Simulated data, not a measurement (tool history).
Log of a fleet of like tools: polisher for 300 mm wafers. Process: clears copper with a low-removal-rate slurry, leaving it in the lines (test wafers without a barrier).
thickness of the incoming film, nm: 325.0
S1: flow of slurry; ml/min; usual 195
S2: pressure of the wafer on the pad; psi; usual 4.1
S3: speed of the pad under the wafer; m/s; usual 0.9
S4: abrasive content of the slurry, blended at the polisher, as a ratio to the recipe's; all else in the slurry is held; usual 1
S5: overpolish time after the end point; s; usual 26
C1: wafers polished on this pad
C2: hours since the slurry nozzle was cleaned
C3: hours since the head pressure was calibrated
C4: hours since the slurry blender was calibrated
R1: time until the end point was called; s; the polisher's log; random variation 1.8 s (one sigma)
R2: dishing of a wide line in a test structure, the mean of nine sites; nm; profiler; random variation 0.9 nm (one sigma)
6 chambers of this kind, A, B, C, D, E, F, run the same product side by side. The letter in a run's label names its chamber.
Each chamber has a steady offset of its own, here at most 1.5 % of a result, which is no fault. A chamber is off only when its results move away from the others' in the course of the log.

{"hour": 2.9, "done": "chamber D: slurry nozzle cleaned"}
{"hour": 10.5, "done": "chamber B: worn pad replaced by a new one"}
{"run": "1E", "hour": 11.1, "S1": 195, "S2": 4.1, "S3": 0.9, "S4": 1, "S5": 26, "C1": 808, "C2": 168.5, "C3": 123.8, "C4": 189.8, "R1": 100.44, "R2": 55.058}
{"hour": 16.6, "done": "chamber C: worn pad replaced by a new one"}
{"hour": 20.4, "done": "chamber F: slurry nozzle cleaned"}
{"run": "2D", "hour": 22.4, "S1": 195, "S2": 4.1, "S3": 0.9, "S4": 1, "S5": 26, "C1": 539, "C2": 19.6, "C3": 574.7, "C4": 171.4, "R1": 99.721, "R2": 54.042}
{"run": "3B", "hour": 32.0, "S1": 195, "S2": 4.1, "S3": 0.9, "S4": 1, "S5": 26, "C1": 186, "C2": 99.5, "C3": 146.2, "C4": 267.3, "R1": 99.779, "R2": 56.131}
{"hour": 32.6, "done": "chamber A: worn pad replaced by a new one"}
{"hour": 37.8, "done": "chamber F: head pressure recalibrated"}
{"hour": 38.0, "done": "chamber D: worn pad replaced by a new one"}
{"run": "4C", "hour": 38.9, "S1": 195, "S2": 4.1, "S3": 0.9, "S4": 1, "S5": 26, "C1": 193, "C2": 202.6, "C3": 577.5, "C4": 174.4, "R1": 100.46, "R2": 54.564}
{"hour": 43.9, "done": "chamber E: worn pad replaced by a new one"}
{"run": "5A", "hour": 49.4, "S1": 195, "S2": 4.1, "S3": 0.9, "S4": 1, "S5": 26, "C1": 145, "C2": 228.1, "C3": 306.3, "C4": 125.9, "R1": 101.07, "R2": 55.922}
{"run": "6F", "hour": 61.1, "S1": 195, "S2": 4.1, "S3": 0.9, "S4": 1, "S5": 26, "C1": 594, "C2": 40.8, "C3": 23.4, "C4": 87.7, "R1": 101.6, "R2": 53.982}
{"run": "7A", "hour": 67.4, "S1": 195, "S2": 4.1, "S3": 0.9, "S4": 1, "S5": 26, "C1": 301, "C2": 246.1, "C3": 324.3, "C4": 143.9, "R1": 102.54, "R2": 55.464}
{"run": "8F", "hour": 79.5, "S1": 195, "S2": 4.1, "S3": 0.9, "S4": 1, "S5": 26, "C1": 753, "C2": 59.2, "C3": 41.8, "C4": 106.1, "R1": 101.92, "R2": 54.918}
{"hour": 85.8, "done": "chamber C: slurry blender recalibrated"}
{"hour": 89.2, "done": "chamber F: worn pad replaced by a new one"}
{"run": "9D", "hour": 91.2, "S1": 195, "S2": 4.1, "S3": 0.9, "S4": 1, "S5": 26, "C1": 460, "C2": 88.4, "C3": 643.5, "C4": 240.2, "R1": 99.201, "R2": 52.773}
{"hour": 101.1, "done": "chamber E: slurry blender recalibrated"}
{"run": "10E", "hour": 104.8, "S1": 195, "S2": 4.1, "S3": 0.9, "S4": 1, "S5": 26, "C1": 526, "C2": 262.2, "C3": 217.5, "C4": 3.8, "R1": 99.659, "R2": 54.202}
{"run": "11B", "hour": 113.8, "S1": 195, "S2": 4.1, "S3": 0.9, "S4": 1, "S5": 26, "C1": 893, "C2": 181.3, "C3": 228, "C4": 349.1, "R1": 101.34, "R2": 55.069}
{"run": "12C", "hour": 125.2, "S1": 195, "S2": 4.1, "S3": 0.9, "S4": 1, "S5": 26, "C1": 939, "C2": 288.9, "C3": 663.8, "C4": 39.4, "R1": 98.493, "R2": 56.485}
{"hour": 131.4, "done": "chamber A: worn pad replaced by a new one"}
{"hour": 133.9, "done": "chamber C: head pressure recalibrated"}
{"run": "13C", "hour": 135.7, "S1": 215, "S2": 4.1, "S3": 0.9, "S4": 1, "S5": 26, "C1": 1029, "C2": 299.4, "C3": 1.8, "C4": 49.9, "R1": 97.498, "R2": 56.293}
{"hour": 136.5, "done": "chamber B: worn pad replaced by a new one"}
{"hour": 137.2, "done": "chamber D: worn pad replaced by a new one"}
{"run": "14E", "hour": 143.4, "S1": 215, "S2": 4.1, "S3": 0.9, "S4": 1, "S5": 26, "C1": 860, "C2": 300.8, "C3": 256.1, "C4": 42.4, "R1": 98.988, "R2": 55.551}
{"hour": 144.9, "done": "chamber C: worn pad replaced by a new one"}
{"run": "15F", "hour": 149.6, "S1": 215, "S2": 4.1, "S3": 0.9, "S4": 1, "S5": 26, "C1": 522, "C2": 129.3, "C3": 111.9, "C4": 176.2, "R1": 99.472, "R2": 55.939}
{"run": "16A", "hour": 161.2, "S1": 215, "S2": 4.1, "S3": 0.9, "S4": 1, "S5": 26, "C1": 258, "C2": 339.9, "C3": 418.1, "C4": 237.7, "R1": 100.51, "R2": 57.193}
{"run": "17B", "hour": 172.7, "S1": 215, "S2": 4.1, "S3": 0.9, "S4": 1, "S5": 26, "C1": 313, "C2": 240.2, "C3": 286.9, "C4": 408, "R1": 99.502, "R2": 54.973}
{"hour": 176.1, "done": "chamber F: worn pad replaced by a new one"}
{"run": "18D", "hour": 180.4, "S1": 215, "S2": 4.1, "S3": 0.9, "S4": 1, "S5": 26, "C1": 373, "C2": 177.6, "C3": 732.7, "C4": 329.4, "R1": 99.624, "R2": 55.021}
{"hour": 185.5, "done": "chamber E: worn pad replaced by a new one"}
{"run": "19C", "hour": 187.8, "S1": 195, "S2": 4.8, "S3": 0.9, "S4": 1.15, "S5": 26, "C1": 371, "C2": 351.5, "C3": 53.9, "C4": 102, "R1": 82.552, "R2": 63.034}
{"run": "20F", "hour": 199.5, "S1": 195, "S2": 4.8, "S3": 0.9, "S4": 1.15, "S5": 26, "C1": 202, "C2": 179.2, "C3": 161.8, "C4": 226.1, "R1": 81.455, "R2": 62.353}
{"hour": 203.3, "done": "chamber F: slurry blender recalibrated"}
{"run": "21A", "hour": 209.7, "S1": 195, "S2": 4.8, "S3": 0.9, "S4": 1.15, "S5": 26, "C1": 677, "C2": 388.4, "C3": 466.6, "C4": 286.2, "R1": 85.084, "R2": 64.678}
{"hour": 213.5, "done": "chamber F: slurry nozzle cleaned"}
{"hour": 219.4, "done": "chamber D: worn pad replaced by a new one"}
{"run": "22D", "hour": 220.3, "S1": 195, "S2": 4.8, "S3": 0.9, "S4": 1.15, "S5": 26, "C1": 7, "C2": 217.5, "C3": 772.6, "C4": 369.3, "R1": 84.214, "R2": 65.662}
{"hour": 221.8, "done": "chamber A: worn pad replaced by a new one"}
{"run": "23E", "hour": 227.7, "S1": 195, "S2": 4.8, "S3": 0.9, "S4": 1.15, "S5": 26, "C1": 365, "C2": 385.1, "C3": 340.4, "C4": 126.7, "R1": 82.788, "R2": 64.465}
{"hour": 235.4, "done": "chamber B: slurry blender recalibrated"}
{"run": "24B", "hour": 235.8, "S1": 195, "S2": 4.8, "S3": 0.9, "S4": 1.15, "S5": 26, "C1": 858, "C2": 303.3, "C3": 350, "C4": 0.5, "R1": 84.791, "R2": 62.663}
{"run": "25B", "hour": 246.6, "S1": 195, "S2": 4.1, "S3": 0.9, "S4": 1, "S5": 26, "C1": 952, "C2": 314.1, "C3": 360.8, "C4": 11.3, "R1": 103.36, "R2": 54.281}
{"run": "26E", "hour": 253.6, "S1": 195, "S2": 4.1, "S3": 0.9, "S4": 1, "S5": 26, "C1": 589, "C2": 411, "C3": 366.3, "C4": 152.6, "R1": 103.58, "R2": 55.754}
{"hour": 256.5, "done": "chamber B: slurry nozzle cleaned"}
{"hour": 262.3, "done": "chamber C: worn pad replaced by a new one"}
{"run": "27C", "hour": 264.9, "S1": 195, "S2": 4.1, "S3": 0.9, "S4": 1, "S5": 26, "C1": 22, "C2": 428.6, "C3": 131, "C4": 179.1, "R1": 100.92, "R2": 55.302}
{"hour": 270.5, "done": "chamber D: slurry blender recalibrated"}
{"run": "28F", "hour": 278.2, "S1": 195, "S2": 4.1, "S3": 0.9, "S4": 1, "S5": 26, "C1": 883, "C2": 64.7, "C3": 240.5, "C4": 74.9, "R1": 102.01, "R2": 53.975}
{"hour": 282.7, "done": "chamber B: worn pad replaced by a new one"}
{"hour": 285.6, "done": "chamber F: worn pad replaced by a new one"}
{"run": "29D", "hour": 286.4, "S1": 195, "S2": 4.1, "S3": 0.9, "S4": 1, "S5": 26, "C1": 579, "C2": 283.6, "C3": 838.7, "C4": 16, "R1": 99.604, "R2": 53.654}
{"hour": 293.7, "done": "chamber D: head pressure recalibrated"}
{"hour": 297.5, "done": "chamber E: worn pad replaced by a new one"}
{"run": "30A", "hour": 298.5, "S1": 195, "S2": 4.1, "S3": 0.9, "S4": 1, "S5": 26, "C1": 663, "C2": 477.2, "C3": 555.4, "C4": 375, "R1": 100.73, "R2": 55.734}
{"hour": 298.6, "done": "chamber A: worn pad replaced by a new one"}
{"hour": 304.1, "done": "chamber C: slurry blender recalibrated"}
{"run": "31C", "hour": 305.6, "S1": 195, "S2": 4.1, "S3": 0.9, "S4": 1, "S5": 26, "C1": 374, "C2": 469.3, "C3": 171.7, "C4": 1.5, "R1": 101.51, "R2": 54.617}
{"hour": 312.4, "done": "chamber D: slurry nozzle cleaned"}
{"hour": 312.6, "done": "chamber D: worn pad replaced by a new one"}
{"run": "32E", "hour": 315.6, "S1": 195, "S2": 4.1, "S3": 0.9, "S4": 1, "S5": 26, "C1": 156, "C2": 473, "C3": 428.3, "C4": 214.6, "R1": 103.09, "R2": 54.739}
{"run": "33D", "hour": 326.4, "S1": 195, "S2": 4.1, "S3": 0.9, "S4": 1, "S5": 26, "C1": 120, "C2": 14.1, "C3": 32.8, "C4": 56, "R1": 98.891, "R2": 54.851}
{"run": "34A", "hour": 335.7, "S1": 195, "S2": 4.1, "S3": 0.9, "S4": 1, "S5": 26, "C1": 321, "C2": 514.4, "C3": 592.6, "C4": 412.2, "R1": 101.68, "R2": 55.514}
{"run": "35B", "hour": 344.8, "S1": 195, "S2": 4.1, "S3": 0.9, "S4": 1, "S5": 26, "C1": 537, "C2": 88.3, "C3": 459, "C4": 109.5, "R1": 101.58, "R2": 53.842}
{"hour": 356.4, "done": "chamber A: slurry blender recalibrated"}
{"run": "36F", "hour": 357.3, "S1": 195, "S2": 4.1, "S3": 0.9, "S4": 1, "S5": 26, "C1": 620, "C2": 143.8, "C3": 319.6, "C4": 154, "R1": 102.1, "R2": 54.425}
{"hour": 362.7, "done": "chamber C: worn pad replaced by a new one"}
{"run": "37B", "hour": 367.2, "S1": 195, "S2": 4.1, "S3": 0.9, "S4": 1, "S5": 26, "C1": 731, "C2": 110.7, "C3": 481.4, "C4": 131.9, "R1": 100.19, "R2": 54.123}
{"run": "38C", "hour": 375.0, "S1": 195, "S2": 4.1, "S3": 0.9, "S4": 1, "S5": 26, "C1": 106, "C2": 538.7, "C3": 241.1, "C4": 70.9, "R1": 103.34, "R2": 55.938}
{"hour": 377.7, "done": "chamber A: slurry nozzle cleaned"}
{"hour": 380.9, "done": "chamber F: worn pad replaced by a new one"}
{"hour": 384.4, "done": "chamber E: slurry nozzle cleaned"}
{"run": "39E", "hour": 385.4, "S1": 195, "S2": 4.1, "S3": 0.9, "S4": 1, "S5": 26, "C1": 760, "C2": 1.1, "C3": 498.1, "C4": 284.4, "R1": 101.66, "R2": 53.752}
{"run": "40A", "hour": 391.5, "S1": 195, "S2": 4.1, "S3": 0.9, "S4": 1, "S5": 26, "C1": 803, "C2": 13.8, "C3": 648.4, "C4": 35.2, "R1": 102.66, "R2": 56.56}
{"hour": 393.0, "done": "chamber D: worn pad replaced by a new one"}
{"run": "41D", "hour": 404.5, "S1": 195, "S2": 4.1, "S3": 0.9, "S4": 1, "S5": 26, "C1": 100, "C2": 92.2, "C3": 110.9, "C4": 134.1, "R1": 99.84, "R2": 55.564}
{"hour": 412.4, "done": "chamber E: slurry blender recalibrated"}
{"run": "42F", "hour": 414.5, "S1": 195, "S2": 4.1, "S3": 0.9, "S4": 1, "S5": 26, "C1": 291, "C2": 201, "C3": 376.8, "C4": 211.2, "R1": 100.76, "R2": 55.024}
{"run": "43E", "hour": 424.0, "S1": 195, "S2": 4.1, "S3": 0.9, "S4": 1, "S5": 26, "C1": 1093, "C2": 39.7, "C3": 536.7, "C4": 11.7, "R1": 105.77, "R2": 56.167}
{"run": "44C", "hour": 431.5, "S1": 170, "S2": 4.1, "S3": 0.9, "S4": 0.75, "S5": 26, "C1": 594, "C2": 595.2, "C3": 297.6, "C4": 127.4, "R1": 108.48, "R2": 49.984}

What goes on in this fleet: one chamber off, a drifting gauge, or nothing beyond the chambers' own small offsets? Name the chamber and the cause, if any.

No chamber stands off beyond its own small offset, and the gauge holds steady.

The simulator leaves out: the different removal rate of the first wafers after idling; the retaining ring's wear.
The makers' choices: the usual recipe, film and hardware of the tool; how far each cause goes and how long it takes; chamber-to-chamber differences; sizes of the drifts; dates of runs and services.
